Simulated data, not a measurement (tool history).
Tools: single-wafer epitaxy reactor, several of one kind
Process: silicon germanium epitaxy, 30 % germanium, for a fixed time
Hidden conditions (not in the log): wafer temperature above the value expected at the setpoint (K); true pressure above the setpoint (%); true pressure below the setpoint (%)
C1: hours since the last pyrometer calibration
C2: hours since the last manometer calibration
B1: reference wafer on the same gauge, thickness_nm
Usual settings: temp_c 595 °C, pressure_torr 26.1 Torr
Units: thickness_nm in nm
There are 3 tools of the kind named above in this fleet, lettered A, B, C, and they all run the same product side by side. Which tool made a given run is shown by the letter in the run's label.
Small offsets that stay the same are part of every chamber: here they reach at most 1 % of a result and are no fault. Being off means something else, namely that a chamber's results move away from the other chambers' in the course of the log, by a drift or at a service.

{"run": "1A", "hour": 4.9, "temp_c": 595, "pressure_torr": 26.1, "C1": 112.7, "C2": 165.7, "B1": 64.002, "thickness_nm": 59.785}
{"run": "2B", "hour": 11.4, "temp_c": 595, "pressure_torr": 26.1, "C1": 302.2, "C2": 1504.8, "B1": 63.995, "thickness_nm": 60.051}
{"run": "3C", "hour": 19.1, "temp_c": 595, "pressure_torr": 26.1, "C1": 85.3, "C2": 618.6, "B1": 63.979, "thickness_nm": 60.357}
{"run": "4B", "hour": 26.6, "temp_c": 595, "pressure_torr": 26.1, "C1": 317.4, "C2": 1520.0, "B1": 63.963, "thickness_nm": 60.108}
{"run": "5C", "hour": 32.7, "temp_c": 595, "pressure_torr": 26.1, "C1": 98.9, "C2": 632.2, "B1": 63.957, "thickness_nm": 60.181}
{"run": "6A", "hour": 36.4, "temp_c": 595, "pressure_torr": 26.1, "C1": 144.2, "C2": 197.2, "B1": 63.938, "thickness_nm": 59.888}
{"run": "7A", "hour": 40.5, "temp_c": 581, "pressure_torr": 26.1, "C1": 148.3, "C2": 201.3, "B1": 63.923, "thickness_nm": 45.995}
{"run": "8B", "hour": 44.3, "temp_c": 581, "pressure_torr": 26.1, "C1": 335.1, "C2": 1537.7, "B1": 63.924, "thickness_nm": 46.299}
{"run": "9C", "hour": 51.4, "temp_c": 581, "pressure_torr": 26.1, "C1": 117.6, "C2": 650.9, "B1": 63.916, "thickness_nm": 46.428}
{"run": "10C", "hour": 59.7, "temp_c": 590, "pressure_torr": 26.1, "C1": 125.9, "C2": 659.2, "B1": 63.912, "thickness_nm": 54.938}
{"run": "11A", "hour": 63.6, "temp_c": 590, "pressure_torr": 26.1, "C1": 171.4, "C2": 224.4, "B1": 63.914, "thickness_nm": 54.563}
{"run": "12B", "hour": 71.3, "temp_c": 590, "pressure_torr": 26.1, "C1": 362.1, "C2": 1564.7, "B1": 63.873, "thickness_nm": 54.627}
{"run": "13B", "hour": 75.6, "temp_c": 606, "pressure_torr": 26.1, "C1": 366.4, "C2": 1569.0, "B1": 63.884, "thickness_nm": 72.911}
{"run": "14A", "hour": 81.4, "temp_c": 606, "pressure_torr": 26.1, "C1": 189.2, "C2": 242.2, "B1": 63.853, "thickness_nm": 73.083}
{"run": "15C", "hour": 86.7, "temp_c": 606, "pressure_torr": 26.1, "C1": 152.9, "C2": 686.2, "B1": 63.872, "thickness_nm": 73.745}
{"run": "16C", "hour": 94.9, "temp_c": 595, "pressure_torr": 26.1, "C1": 161.1, "C2": 694.4, "B1": 63.852, "thickness_nm": 60.333}
{"run": "17A", "hour": 101.7, "temp_c": 595, "pressure_torr": 26.1, "C1": 209.5, "C2": 262.5, "B1": 63.831, "thickness_nm": 59.776}
{"run": "18B", "hour": 106.6, "temp_c": 595, "pressure_torr": 26.1, "C1": 397.4, "C2": 1600.0, "B1": 63.832, "thickness_nm": 59.861}
{"run": "19C", "hour": 114.1, "temp_c": 595, "pressure_torr": 26.1, "C1": 180.3, "C2": 713.6, "B1": 63.79, "thickness_nm": 60.327}
{"run": "20B", "hour": 120.9, "temp_c": 595, "pressure_torr": 20.0, "C1": 411.7, "C2": 1614.3, "B1": 63.807, "thickness_nm": 53.659}
{"run": "21A", "hour": 128.1, "temp_c": 595, "pressure_torr": 20.0, "C1": 235.9, "C2": 288.9, "B1": 63.816, "thickness_nm": 53.823}
{"run": "22B", "hour": 135.8, "temp_c": 595, "pressure_torr": 20.0, "C1": 426.6, "C2": 1629.2, "B1": 63.771, "thickness_nm": 53.781}
{"run": "23A", "hour": 142.9, "temp_c": 595, "pressure_torr": 26.1, "C1": 250.7, "C2": 303.7, "B1": 63.799, "thickness_nm": 59.65}
{"run": "24C", "hour": 150.6, "temp_c": 595, "pressure_torr": 26.1, "C1": 216.8, "C2": 750.1, "B1": 63.757, "thickness_nm": 60.165}
{"run": "25C", "hour": 156.8, "temp_c": 588, "pressure_torr": 30.0, "C1": 223.0, "C2": 756.3, "B1": 63.766, "thickness_nm": 55.829}
{"run": "26B", "hour": 161.3, "temp_c": 588, "pressure_torr": 30.0, "C1": 452.1, "C2": 1654.7, "B1": 63.735, "thickness_nm": 55.667}
{"run": "27A", "hour": 166.3, "temp_c": 588, "pressure_torr": 30.0, "C1": 274.1, "C2": 327.1, "B1": 63.75, "thickness_nm": 55.278}
{"run": "28A", "hour": 172.0, "temp_c": 595, "pressure_torr": 26.1, "C1": 279.8, "C2": 332.8, "B1": 63.725, "thickness_nm": 59.634}
{"run": "29B", "hour": 177.2, "temp_c": 595, "pressure_torr": 26.1, "C1": 468.0, "C2": 1670.6, "B1": 63.739, "thickness_nm": 59.645}
{"run": "30C", "hour": 181.3, "temp_c": 609, "pressure_torr": 22.7, "C1": 247.5, "C2": 780.8, "B1": 63.722, "thickness_nm": 73.409}
{"run": "31A", "hour": 186.5, "temp_c": 609, "pressure_torr": 22.7, "C1": 294.3, "C2": 347.3, "B1": 63.708, "thickness_nm": 72.954}
{"run": "32C", "hour": 191.2, "temp_c": 609, "pressure_torr": 22.7, "C1": 257.4, "C2": 790.7, "B1": 63.673, "thickness_nm": 73.502}
{"run": "33B", "hour": 199.1, "temp_c": 595, "pressure_torr": 26.1, "C1": 489.9, "C2": 1692.5, "B1": 63.691, "thickness_nm": 59.766}
{"hour": 202.0, "done": "chamber B: capacitance manometer re-zeroed and calibrated"}
{"run": "34A", "hour": 205.3, "temp_c": 595, "pressure_torr": 26.1, "C1": 313.1, "C2": 366.1, "B1": 63.662, "thickness_nm": 59.58}
{"run": "35C", "hour": 210.2, "temp_c": 595, "pressure_torr": 26.1, "C1": 276.4, "C2": 809.7, "B1": 63.655, "thickness_nm": 60.091}
{"run": "36B", "hour": 214.9, "temp_c": 595, "pressure_torr": 26.1, "C1": 505.7, "C2": 12.9, "B1": 63.666, "thickness_nm": 59.828}
{"run": "37A", "hour": 220.1, "temp_c": 595, "pressure_torr": 26.1, "C1": 327.9, "C2": 380.9, "B1": 63.678, "thickness_nm": 59.528}
{"run": "38B", "hour": 227.6, "temp_c": 595, "pressure_torr": 26.1, "C1": 518.4, "C2": 25.6, "B1": 63.65, "thickness_nm": 59.594}

Does one chamber stand apart from the rest, does the shared gauge drift, or is all well apart from small per-chamber offsets? Give the chamber and the most likely cause, where there is one.

The shared gauge is drifting. All chambers look as if they move in step, but none is off.
Cause: gauge reads low (%) = 0.569.
